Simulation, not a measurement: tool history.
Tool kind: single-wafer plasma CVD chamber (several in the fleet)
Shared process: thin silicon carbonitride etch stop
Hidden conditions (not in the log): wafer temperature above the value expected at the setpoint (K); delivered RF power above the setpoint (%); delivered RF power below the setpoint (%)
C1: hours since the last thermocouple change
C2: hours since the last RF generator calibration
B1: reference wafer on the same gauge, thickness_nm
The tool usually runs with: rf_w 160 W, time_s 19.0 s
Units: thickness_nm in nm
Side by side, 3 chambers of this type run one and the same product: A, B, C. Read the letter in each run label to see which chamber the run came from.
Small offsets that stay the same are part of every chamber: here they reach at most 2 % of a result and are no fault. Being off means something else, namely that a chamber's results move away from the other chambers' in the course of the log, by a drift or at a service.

{"run": "1C", "hour": 6.1, "rf_w": 160, "time_s": 19.0, "C1": 202.8, "C2": 98.8, "B1": 11.904, "thickness_nm": 10.308}
{"run": "2B", "hour": 10.3, "rf_w": 160, "time_s": 19.0, "C1": 1883.3, "C2": 288.0, "B1": 11.905, "thickness_nm": 10.127}
{"run": "3A", "hour": 14.4, "rf_w": 160, "time_s": 19.0, "C1": 805.1, "C2": 1416.6, "B1": 11.911, "thickness_nm": 10.109}
{"run": "4C", "hour": 18.4, "rf_w": 160, "time_s": 19.0, "C1": 215.1, "C2": 111.1, "B1": 11.911, "thickness_nm": 10.269}
{"run": "5A", "hour": 23.0, "rf_w": 150, "time_s": 19.0, "C1": 813.7, "C2": 1425.2, "B1": 11.911, "thickness_nm": 9.913}
{"run": "6B", "hour": 27.7, "rf_w": 150, "time_s": 19.0, "C1": 1900.7, "C2": 305.4, "B1": 11.915, "thickness_nm": 9.9539}
{"run": "7B", "hour": 34.5, "rf_w": 150, "time_s": 19.0, "C1": 1907.5, "C2": 312.2, "B1": 11.917, "thickness_nm": 9.9222}
{"run": "8A", "hour": 39.5, "rf_w": 160, "time_s": 19.0, "C1": 830.2, "C2": 1441.7, "B1": 11.92, "thickness_nm": 10.132}
{"run": "9C", "hour": 43.7, "rf_w": 160, "time_s": 19.0, "C1": 240.4, "C2": 136.4, "B1": 11.922, "thickness_nm": 10.322}
{"run": "10B", "hour": 47.8, "rf_w": 160, "time_s": 21.8, "C1": 1920.8, "C2": 325.5, "B1": 11.93, "thickness_nm": 11.609}
{"run": "11C", "hour": 54.9, "rf_w": 160, "time_s": 21.8, "C1": 251.6, "C2": 147.6, "B1": 11.932, "thickness_nm": 11.829}
{"run": "12A", "hour": 59.4, "rf_w": 160, "time_s": 21.8, "C1": 850.1, "C2": 1461.6, "B1": 11.936, "thickness_nm": 11.638}
{"run": "13C", "hour": 65.2, "rf_w": 160, "time_s": 19.0, "C1": 261.9, "C2": 157.9, "B1": 11.942, "thickness_nm": 10.323}
{"run": "14A", "hour": 69.9, "rf_w": 160, "time_s": 19.0, "C1": 860.6, "C2": 1472.1, "B1": 11.939, "thickness_nm": 10.118}
{"run": "15B", "hour": 73.6, "rf_w": 145, "time_s": 22.0, "C1": 1946.6, "C2": 351.3, "B1": 11.941, "thickness_nm": 11.398}
{"run": "16C", "hour": 77.9, "rf_w": 145, "time_s": 22.0, "C1": 274.6, "C2": 170.6, "B1": 11.938, "thickness_nm": 11.577}
{"run": "17A", "hour": 84.3, "rf_w": 145, "time_s": 22.0, "C1": 875.0, "C2": 1486.5, "B1": 11.953, "thickness_nm": 11.39}
{"run": "18B", "hour": 90.7, "rf_w": 170, "time_s": 16.0, "C1": 1963.7, "C2": 368.4, "B1": 11.951, "thickness_nm": 8.7075}
{"run": "19C", "hour": 97.2, "rf_w": 170, "time_s": 16.0, "C1": 293.9, "C2": 189.9, "B1": 11.954, "thickness_nm": 8.8494}
{"run": "20A", "hour": 104.0, "rf_w": 170, "time_s": 16.0, "C1": 894.7, "C2": 1506.2, "B1": 11.959, "thickness_nm": 8.7042}
{"hour": 107.3, "done": "chamber A: RF generator calibrated"}
{"run": "21B", "hour": 111.1, "rf_w": 180, "time_s": 22.0, "C1": 1984.1, "C2": 388.8, "B1": 11.962, "thickness_nm": 12.227}
{"run": "22C", "hour": 118.6, "rf_w": 180, "time_s": 22.0, "C1": 315.3, "C2": 211.3, "B1": 11.966, "thickness_nm": 12.408}
{"run": "23B", "hour": 122.3, "rf_w": 180, "time_s": 22.0, "C1": 1995.3, "C2": 400.0, "B1": 11.973, "thickness_nm": 12.205}
{"run": "24A", "hour": 129.2, "rf_w": 160, "time_s": 19.0, "C1": 919.9, "C2": 21.9, "B1": 11.973, "thickness_nm": 10.149}

Has any chamber moved away from the others, gradually or after a service, or does the common gauge drift, or do the chambers differ only by their own small steady offsets? State the chamber and the most likely cause if one applies.

It is the gauge, not a chamber: its drift shows up in every chamber's results at once, and no chamber is off.
Likeliest cause: gauge reads high (%) = 0.641.
